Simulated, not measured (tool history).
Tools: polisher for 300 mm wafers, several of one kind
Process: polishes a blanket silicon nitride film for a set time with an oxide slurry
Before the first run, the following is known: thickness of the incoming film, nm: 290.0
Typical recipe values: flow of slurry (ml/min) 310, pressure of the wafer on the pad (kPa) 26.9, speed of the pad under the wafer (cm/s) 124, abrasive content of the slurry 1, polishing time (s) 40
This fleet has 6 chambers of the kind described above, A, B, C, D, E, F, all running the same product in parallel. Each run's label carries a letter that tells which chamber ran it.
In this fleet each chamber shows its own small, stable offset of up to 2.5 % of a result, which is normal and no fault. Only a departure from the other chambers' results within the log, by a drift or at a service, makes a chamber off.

run	day	flow of slurry (ml/min)	pressure of the wafer on the pad (kPa)	speed of the pad under the wafer (cm/s)	abrasive content of the slurry	polishing time (s)	film removed (Å)
# day 0.350: chamber D: slurry blender recalibrated
1C	0.354	310	26.9	124	1	40	387.55
2E	0.662	310	26.9	124	1	40	384.24
# day 0.854: chamber A: worn pad replaced by a new one
3A	0.875	310	26.9	124	1	40	382.86
4B	1.133	310	26.9	124	1	40	379.79
5D	1.329	310	26.9	124	1	40	374.87
6F	1.512	310	26.9	124	1	40	377.65
7A	1.846	310	26.9	124	1	40	378.97
# day 1.925: chamber C: worn pad replaced by a new one
# day 1.925: chamber B: worn pad replaced by a new one
8C	2.158	310	26.9	124	1	40	375.91
# day 2.400: chamber F: worn pad replaced by a new one
9B	2.408	310	26.9	124	1	40	378.58
# day 2.417: chamber A: head pressure recalibrated
# day 2.521: chamber C: conditioning disc replaced and pad reconditioned
10D	2.746	310	26.9	124	1	40	371.73
# day 2.754: chamber D: worn pad replaced by a new one
11E	2.962	310	26.9	124	1	40	380.33
12F	3.254	310	26.9	124	1	40	385.35
13E	3.454	310	26.9	124	1	40	378.40
# day 3.575: chamber B: head pressure recalibrated
14C	3.692	210	26.9	124	1	47	431.25
15B	3.921	210	26.9	124	1	47	401.79
# day 4.038: chamber E: slurry blender recalibrated
16D	4.158	210	26.9	124	1	47	422.92
17F	4.479	210	26.9	124	1	47	420.33
# day 4.483: chamber E: worn pad replaced by a new one
# day 4.533: chamber C: worn pad replaced by a new one
18A	4.733	210	26.9	124	1	47	431.46
19F	4.929	210	26.9	124	1	47	429.55
20D	5.142	310	26.9	124	1	40	372.97
# day 5.167: chamber C: slurry blender recalibrated
# day 5.258: chamber F: worn pad replaced by a new one
# day 5.312: chamber A: slurry blender recalibrated
21E	5.358	310	26.9	124	1	40	376.29
# day 5.371: chamber A: worn pad replaced by a new one
22A	5.650	310	26.9	124	1	40	377.77
# day 5.729: chamber B: worn pad replaced by a new one
# day 5.929: chamber E: conditioning disc replaced and pad reconditioned
23B	6.000	310	26.9	124	1	40	354.73
24C	6.158	310	26.9	124	1	40	378.58
25A	6.350	310	26.9	124	1	40	384.01
# day 6.512: chamber B: slurry nozzle cleaned
26E	6.683	310	26.9	124	1	40	380.80
# day 6.750: chamber C: worn pad replaced by a new one
# day 6.846: chamber D: conditioning disc replaced and pad reconditioned
27C	6.871	310	26.9	124	1	40	378.81
28B	7.150	310	26.9	124	1	40	355.52
# day 7.171: chamber D: worn pad replaced by a new one
# day 7.225: chamber C: conditioning disc replaced and pad reconditioned
29F	7.467	310	31.0	104	1	40	385.52
30D	7.800	310	31.0	104	1	40	371.37
31C	7.975	310	31.0	104	1	40	382.97
# day 7.992: chamber F: worn pad replaced by a new one
# day 8.075: chamber F: head pressure recalibrated
32A	8.179	310	31.0	104	1	40	383.27
# day 8.396: chamber B: slurry blender recalibrated
# day 8.454: chamber E: worn pad replaced by a new one
33D	8.471	310	31.0	104	1	40	380.48
34E	8.675	310	31.0	104	1	40	387.23
35B	8.996	310	26.9	124	1	40	362.41
36F	9.279	310	34.5	124	1	40	498.88
37B	9.588	310	34.5	124	1	40	466.95
38E	9.846	310	34.5	124	1	40	477.29
# day 10.038: chamber A: worn pad replaced by a new one
39A	10.154	310	34.5	124	1	40	483.19

Which is it: a chamber that has drifted or been left off by a service, a gauge drift common to all chambers, or only each chamber's usual small offset? If a chamber is off, name it and its likeliest cause.

A service left chamber B off against the others.
Most likely cause: head's pressure below its setpoint, % = 7.41.

Below are 4 candidate recipes for chamber B's next run, each the usual settings with a change, their results shown as question marks. Which of them brings B's results back in line with what the other chambers give on the usual settings?
Counts as in line when no further than this from what the other chambers average on the usual settings: film removed (Å) 15.00
40B-1	10.412	310	27.6	126	1.00	41	?
40B-2	10.412	310	25.5	118	1.00	38	?
40B-3	10.412	335	26.9	124	1.35	40	?
40B-4	10.412	305	26.9	114	1.00	40	?

What the other chambers average on the usual settings: film removed (Å) 379.48
run	film removed (Å)
40B-1	378.37
40B-2	308.13
40B-3	406.55
40B-4	331.90
40B-1 puts the chamber back in line with the other chambers.
